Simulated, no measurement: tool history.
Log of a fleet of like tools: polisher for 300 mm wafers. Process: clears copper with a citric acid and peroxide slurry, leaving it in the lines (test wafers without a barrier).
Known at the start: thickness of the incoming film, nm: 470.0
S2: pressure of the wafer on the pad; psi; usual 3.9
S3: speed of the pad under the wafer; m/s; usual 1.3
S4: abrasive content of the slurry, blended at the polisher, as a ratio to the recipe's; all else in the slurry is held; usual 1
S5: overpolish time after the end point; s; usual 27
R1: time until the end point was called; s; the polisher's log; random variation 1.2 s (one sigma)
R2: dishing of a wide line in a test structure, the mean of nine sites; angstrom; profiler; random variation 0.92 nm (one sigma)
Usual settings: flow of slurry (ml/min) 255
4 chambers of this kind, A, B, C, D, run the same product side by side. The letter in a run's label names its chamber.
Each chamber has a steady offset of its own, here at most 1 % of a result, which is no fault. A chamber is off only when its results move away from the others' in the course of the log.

run 1C day=0.421 | flow_of_slurry_(ml/min)=255 S2=3.9 S3=1.3 S4=1 S5=27 | R1=118.31 R2=531.06
-- day=0.562 chamber D: worn pad replaced by a new one
run 2A day=0.933 | flow_of_slurry_(ml/min)=255 S2=3.9 S3=1.3 S4=1 S5=27 | R1=119.94 R2=539.54
run 3B day=1.392 | flow_of_slurry_(ml/min)=255 S2=3.9 S3=1.3 S4=1 S5=27 | R1=118.27 R2=536.42
-- day=1.75 chamber C: worn pad replaced by a new one
run 4D day=2.012 | flow_of_slurry_(ml/min)=255 S2=3.9 S3=1.3 S4=1 S5=27 | R1=117.71 R2=538.64
run 5C day=2.692 | flow_of_slurry_(ml/min)=255 S2=3.9 S3=1.3 S4=1 S5=27 | R1=120.77 R2=522.67
-- day=2.992 chamber B: worn pad replaced by a new one
run 6D day=3.008 | flow_of_slurry_(ml/min)=255 S2=3.9 S3=1.3 S4=1 S5=27 | R1=121.02 R2=524.9
run 7A day=3.429 | flow_of_slurry_(ml/min)=255 S2=3.9 S3=1.3 S4=1 S5=27 | R1=118.45 R2=522.86
run 8B day=4.075 | flow_of_slurry_(ml/min)=290 S2=3.9 S3=1.3 S4=1 S5=27 | R1=116.28 R2=549.5
run 9B day=4.446 | flow_of_slurry_(ml/min)=290 S2=3.9 S3=1.3 S4=1 S5=27 | R1=117.01 R2=549.25
-- day=4.883 chamber A: worn pad replaced by a new one
run 10C day=5.108 | flow_of_slurry_(ml/min)=290 S2=3.9 S3=1.3 S4=1 S5=27 | R1=119.07 R2=529.18
run 11D day=5.421 | flow_of_slurry_(ml/min)=290 S2=3.9 S3=1.3 S4=1 S5=27 | R1=118.37 R2=532.61
-- day=5.912 chamber D: worn pad replaced by a new one
run 12A day=6.025 | flow_of_slurry_(ml/min)=255 S2=3.9 S3=1.3 S4=1 S5=27 | R1=119.96 R2=527.11
-- day=6.329 chamber C: slurry blender recalibrated
-- day=6.408 chamber A: slurry blender recalibrated
run 13C day=6.488 | flow_of_slurry_(ml/min)=255 S2=3.9 S3=1.3 S4=1 S5=27 | R1=122 R2=511.79
run 14B day=6.879 | flow_of_slurry_(ml/min)=255 S2=3.9 S3=1.3 S4=1.2 S5=27 | R1=114 R2=525.86
run 15D day=7.454 | flow_of_slurry_(ml/min)=255 S2=3.9 S3=1.3 S4=1.2 S5=27 | R1=117.29 R2=528.04
run 16A day=8.146 | flow_of_slurry_(ml/min)=255 S2=3.9 S3=1.3 S4=1.2 S5=27 | R1=114.18 R2=544.78
-- day=8.375 chamber C: worn pad replaced by a new one
-- day=8.392 chamber B: worn pad replaced by a new one
run 17A day=8.596 | flow_of_slurry_(ml/min)=255 S2=3.9 S3=1.3 S4=1.2 S5=27 | R1=113.48 R2=548.66
run 18D day=8.962 | flow_of_slurry_(ml/min)=255 S2=3.9 S3=1.3 S4=1 S5=27 | R1=117.58 R2=527.25
-- day=9 chamber D: slurry blender recalibrated
-- day=9.079 chamber D: slurry nozzle cleaned
-- day=9.283 chamber D: head pressure recalibrated
run 19B day=9.562 | flow_of_slurry_(ml/min)=255 S2=3.9 S3=1.3 S4=1 S5=27 | R1=117.65 R2=532.14
run 20C day=10.15 | flow_of_slurry_(ml/min)=255 S2=3.9 S3=1.3 S4=1 S5=27 | R1=124.88 R2=502.99
-- day=10.283 chamber A: worn pad replaced by a new one
-- day=10.3 chamber D: worn pad replaced by a new one
run 21A day=10.821 | flow_of_slurry_(ml/min)=255 S2=3.9 S3=1.3 S4=1 S5=27 | R1=119.64 R2=512.34
-- day=10.896 chamber C: slurry nozzle cleaned
-- day=11.208 chamber B: slurry blender recalibrated
run 22D day=11.288 | flow_of_slurry_(ml/min)=255 S2=3.9 S3=1.3 S4=1 S5=27 | R1=118.7 R2=526.77
run 23B day=11.729 | flow_of_slurry_(ml/min)=255 S2=3.9 S3=1.3 S4=1 S5=27 | R1=118.04 R2=523.58
run 24C day=12.125 | flow_of_slurry_(ml/min)=190 S2=4.8 S3=1.3 S4=1 S5=27 | R1=107.44 R2=574.66
run 25B day=12.746 | flow_of_slurry_(ml/min)=190 S2=4.8 S3=1.3 S4=1 S5=27 | R1=99.202 R2=589.77
run 26D day=13.267 | flow_of_slurry_(ml/min)=190 S2=4.8 S3=1.3 S4=1 S5=27 | R1=99.751 R2=602.88
run 27A day=13.6 | flow_of_slurry_(ml/min)=190 S2=4.8 S3=1.3 S4=1 S5=27 | R1=100.48 R2=605.42
-- day=13.692 chamber B: worn pad replaced by a new one
run 28C day=13.917 | flow_of_slurry_(ml/min)=255 S2=3.9 S3=1.3 S4=1 S5=27 | R1=124.71 R2=500.64
-- day=13.942 chamber B: slurry nozzle cleaned
-- day=14.158 chamber A: slurry nozzle cleaned
-- day=14.192 chamber C: worn pad replaced by a new one
run 29B day=14.258 | flow_of_slurry_(ml/min)=255 S2=3.9 S3=1.3 S4=1 S5=27 | R1=119.93 R2=505.64
-- day=14.575 chamber D: worn pad replaced by a new one
run 30C day=14.729 | flow_of_slurry_(ml/min)=255 S2=3.9 S3=1.3 S4=1 S5=27 | R1=124.29 R2=518.84
-- day=15.15 chamber A: worn pad replaced by a new one
run 31D day=15.167 | flow_of_slurry_(ml/min)=255 S2=3.9 S3=1.3 S4=1 S5=27 | R1=119.09 R2=535.11
run 32A day=15.488 | flow_of_slurry_(ml/min)=255 S2=3.9 S3=1.3 S4=1 S5=27 | R1=118.57 R2=529.57
run 33D day=15.967 | flow_of_slurry_(ml/min)=255 S2=3.9 S3=1.3 S4=1 S5=27 | R1=117.82 R2=551.03
run 34C day=16.55 | flow_of_slurry_(ml/min)=255 S2=3.9 S3=1.3 S4=1 S5=27 | R1=127.26 R2=496.23
run 35A day=17.142 | flow_of_slurry_(ml/min)=255 S2=3.9 S3=1.3 S4=1 S5=27 | R1=118.88 R2=543.2
run 36B day=17.725 | flow_of_slurry_(ml/min)=255 S2=3.9 S3=1.3 S4=1 S5=27 | R1=120.46 R2=524.49
run 37B day=18.133 | flow_of_slurry_(ml/min)=255 S2=3.9 S3=1.3 S4=1 S5=27 | R1=118.3 R2=529.25
run 38A day=18.662 | flow_of_slurry_(ml/min)=255 S2=3.9 S3=1.3 S4=1 S5=27 | R1=117.96 R2=532.89

Is one chamber off against the others, does the gauge drift, or is nothing wrong? If a chamber is off, say which, and what the likeliest cause is.

Chamber C drifts away from the others.
Cause: head's pressure below its setpoint, % = 8.62.

Here are 4 candidates for chamber C's next run, each the usual settings with a change, their results left as question marks. Which one brings its results back in line with what the others give on the usual settings?
In line means no further than this from the other chambers' mean on the usual settings: R1 4.3 s; R2 32 angstrom
run 39C-1 day=19.162 | flow_of_slurry_(ml/min)=255 S2=4.1 S3=1.36 S4=1 S5=27 | R1=? R2=?
run 39C-2 day=19.162 | flow_of_slurry_(ml/min)=255 S2=3.7 S3=1.24 S4=1 S5=27 | R1=? R2=?
run 39C-3 day=19.162 | flow_of_slurry_(ml/min)=260 S2=4.2 S3=1.42 S4=1 S5=28 | R1=? R2=?
run 39C-4 day=19.162 | flow_of_slurry_(ml/min)=250 S2=3.6 S3=1.18 S4=1 S5=26 | R1=? R2=?

The other chambers' mean on the usual settings: R1 119.28 s; R2 531.45 angstrom
run=39C-1 R1=119.16 R2=523.28
run=39C-2 R1=144.36 R2=463.66
run=39C-3 R1=111.24 R2=555.2
run=39C-4 R1=156.11 R2=429.81
39C-1 brings the chamber back in line.
